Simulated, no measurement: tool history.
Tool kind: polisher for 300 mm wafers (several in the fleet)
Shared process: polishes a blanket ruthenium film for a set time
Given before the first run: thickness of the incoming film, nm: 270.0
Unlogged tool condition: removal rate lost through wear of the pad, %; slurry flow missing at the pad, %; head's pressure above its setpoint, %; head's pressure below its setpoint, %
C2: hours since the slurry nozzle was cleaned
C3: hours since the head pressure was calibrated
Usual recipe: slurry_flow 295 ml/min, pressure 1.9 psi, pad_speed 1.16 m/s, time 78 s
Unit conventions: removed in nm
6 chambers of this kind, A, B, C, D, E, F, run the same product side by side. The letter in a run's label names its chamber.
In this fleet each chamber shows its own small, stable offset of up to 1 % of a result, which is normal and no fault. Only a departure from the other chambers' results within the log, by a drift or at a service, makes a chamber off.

At hour 1.7: chamber E: slurry nozzle cleaned.
Run 1A, hour 5.2: usual settings; wafers polished on this pad 633; C2 340.4; C3 393.6. Result: removed 87.908 nm.
Run 2E, hour 12.1: usual settings; wafers polished on this pad 717; C2 10.4; C3 403.3. Result: removed 87.998 nm.
At hour 12.8: chamber B: head pressure recalibrated.
At hour 15.7: chamber E: worn pad replaced by a new one.
Run 3F, hour 18.0: usual settings; wafers polished on this pad 138; C2 643.5; C3 560.7. Result: removed 87.937 nm.
Run 4C, hour 21.1: usual settings; wafers polished on this pad 996; C2 408.9; C3 630.9. Result: removed 87.477 nm.
Run 5D, hour 27.8: usual settings but pressure 2.4 psi; wafers polished on this pad 879; C2 111.1; C3 186.5. Result: removed 112.190 nm.
Run 6B, hour 31.4: usual settings but pressure 2.4 psi; wafers polished on this pad 992; C2 487.1; C3 18.6. Result: removed 110.250 nm.
At hour 32.7: chamber D: worn pad replaced by a new one.
Run 7B, hour 35.9: usual settings but pressure 2.4 psi; wafers polished on this pad 1024; C2 491.6; C3 23.1. Result: removed 114.450 nm.
Run 8F, hour 41.7: usual settings but pressure 2.4 psi; wafers polished on this pad 307; C2 667.2; C3 584.4. Result: removed 111.870 nm.
Run 9C, hour 45.2: usual settings but pressure 2.4 psi; wafers polished on this pad 1168; C2 433.0; C3 655.0. Result: removed 110.970 nm.
Run 10A, hour 50.9: usual settings but pressure 2.4 psi; wafers polished on this pad 960; C2 386.1; C3 439.3. Result: removed 111.010 nm.
Run 11E, hour 53.9: usual settings; wafers polished on this pad 273; C2 52.2; C3 445.1. Result: removed 88.162 nm.
At hour 58.4: chamber A: worn pad replaced by a new one.
Run 12D, hour 59.4: usual settings; wafers polished on this pad 191; C2 142.7; C3 218.1. Result: removed 86.762 nm.
Run 13E, hour 62.9: usual settings; wafers polished on this pad 337; C2 61.2; C3 454.1. Result: removed 88.538 nm.
Run 14B, hour 68.3: usual settings; wafers polished on this pad 1256; C2 524.0; C3 55.5. Result: removed 90.170 nm.
Run 15D, hour 72.3: usual settings; wafers polished on this pad 283; C2 155.6; C3 231.0. Result: removed 87.143 nm.
At hour 77.1: chamber B: worn pad replaced by a new one.
Run 16C, hour 78.9: usual settings; wafers polished on this pad 1409; C2 466.7; C3 688.7. Result: removed 86.645 nm.
Run 17F, hour 82.4: usual settings; wafers polished on this pad 598; C2 707.9; C3 625.1. Result: removed 88.223 nm.
At hour 82.6: chamber C: worn pad replaced by a new one.
Run 18A, hour 87.0: usual settings; wafers polished on this pad 205; C2 422.2; C3 475.4. Result: removed 88.031 nm.
Run 19E, hour 91.3: usual settings; wafers polished on this pad 540; C2 89.6; C3 482.5. Result: removed 89.308 nm.
Run 20A, hour 96.2: usual settings but slurry_flow 360 ml/min; wafers polished on this pad 270; C2 431.4; C3 484.6. Result: removed 89.770 nm.
At hour 99.4: chamber E: head pressure recalibrated.
Run 21D, hour 100.5: usual settings but slurry_flow 360 ml/min; wafers polished on this pad 484; C2 183.8; C3 259.2. Result: removed 89.575 nm.
Run 22C, hour 105.5: usual settings but slurry_flow 360 ml/min; wafers polished on this pad 164; C2 493.3; C3 715.3. Result: removed 88.527 nm.
Run 23B, hour 112.1: usual settings but slurry_flow 360 ml/min; wafers polished on this pad 250; C2 567.8; C3 99.3. Result: removed 89.969 nm.
Run 24F, hour 116.0: usual settings but slurry_flow 360 ml/min; wafers polished on this pad 838; C2 741.5; C3 658.7. Result: removed 88.913 nm.
Run 25C, hour 120.5: usual settings but slurry_flow 360 ml/min; wafers polished on this pad 271; C2 508.3; C3 730.3. Result: removed 88.504 nm.
Run 26B, hour 123.9: usual settings; wafers polished on this pad 334; C2 579.6; C3 111.1. Result: removed 89.373 nm.
At hour 125.0: chamber E: worn pad replaced by a new one.
Run 27F, hour 130.9: usual settings; wafers polished on this pad 945; C2 756.4; C3 673.6. Result: removed 87.781 nm.
Run 28E, hour 135.7: usual settings but pad_speed 0.84 m/s; wafers polished on this pad 76; C2 134.0; C3 36.4. Result: removed 64.130 nm.
Run 29D, hour 140.7: usual settings but pad_speed 0.84 m/s; wafers polished on this pad 772; C2 224.0; C3 299.4. Result: removed 63.933 nm.
Run 30A, hour 147.0: usual settings but pad_speed 0.84 m/s; wafers polished on this pad 633; C2 482.2; C3 535.4. Result: removed 63.466 nm.
At hour 147.5: chamber D: worn pad replaced by a new one.
Run 31F, hour 152.0: usual settings but pad_speed 0.84 m/s; wafers polished on this pad 1096; C2 777.5; C3 694.7. Result: removed 62.914 nm.
At hour 155.2: chamber D: head pressure recalibrated.
Run 32B, hour 157.5: usual settings but pad_speed 0.84 m/s; wafers polished on this pad 574; C2 613.2; C3 144.7. Result: removed 64.505 nm.
Run 33A, hour 162.7: usual settings but pad_speed 0.84 m/s; wafers polished on this pad 746; C2 497.9; C3 551.1. Result: removed 63.794 nm.
Run 34D, hour 166.9: usual settings; wafers polished on this pad 139; C2 250.2; C3 11.7. Result: removed 87.501 nm.
Run 35E, hour 172.4: usual settings; wafers polished on this pad 339; C2 170.7; C3 73.1. Result: removed 87.375 nm.
At hour 177.4: chamber F: worn pad replaced by a new one.
Run 36C, hour 178.7: usual settings but pressure 1.5 psi; wafers polished on this pad 687; C2 566.5; C3 788.5. Result: removed 68.268 nm.
At hour 180.7: chamber F: head pressure recalibrated.
Run 37A, hour 184.8: usual settings but pressure 1.5 psi; wafers polished on this pad 904; C2 520.0; C3 573.2. Result: removed 68.573 nm.
Run 38B, hour 190.6: usual settings but pressure 1.5 psi; wafers polished on this pad 811; C2 646.3; C3 177.8. Result: removed 69.966 nm.
Run 39D, hour 194.8: usual settings but pressure 1.5 psi; wafers polished on this pad 338; C2 278.1; C3 39.6. Result: removed 69.977 nm.
Run 40E, hour 200.7: usual settings but pressure 1.5 psi; wafers polished on this pad 541; C2 199.0; C3 101.4. Result: removed 69.256 nm.
Run 41F, hour 205.1: usual settings but pressure 1.5 psi; wafers polished on this pad 198; C2 830.6; C3 24.4. Result: removed 69.216 nm.
Run 42C, hour 211.0: usual settings; wafers polished on this pad 918; C2 598.8; C3 820.8. Result: removed 87.873 nm.

Each of the 6 chambers runs these same settings next. Fill in every chamber's results:
Run 43A, hour 216.1: usual settings. Result: removed ?.
Run 43B, hour 216.1: usual settings. Result: removed ?.
Run 43C, hour 216.1: usual settings. Result: removed ?.
Run 43D, hour 216.1: usual settings. Result: removed ?.
Run 43E, hour 216.1: usual settings. Result: removed ?.
Run 43F, hour 216.1: usual settings. Result: removed ?.

run  removed
43A   87.532
43B   89.436
43C   87.574
43D   86.967
43E   87.294
43F   88.044
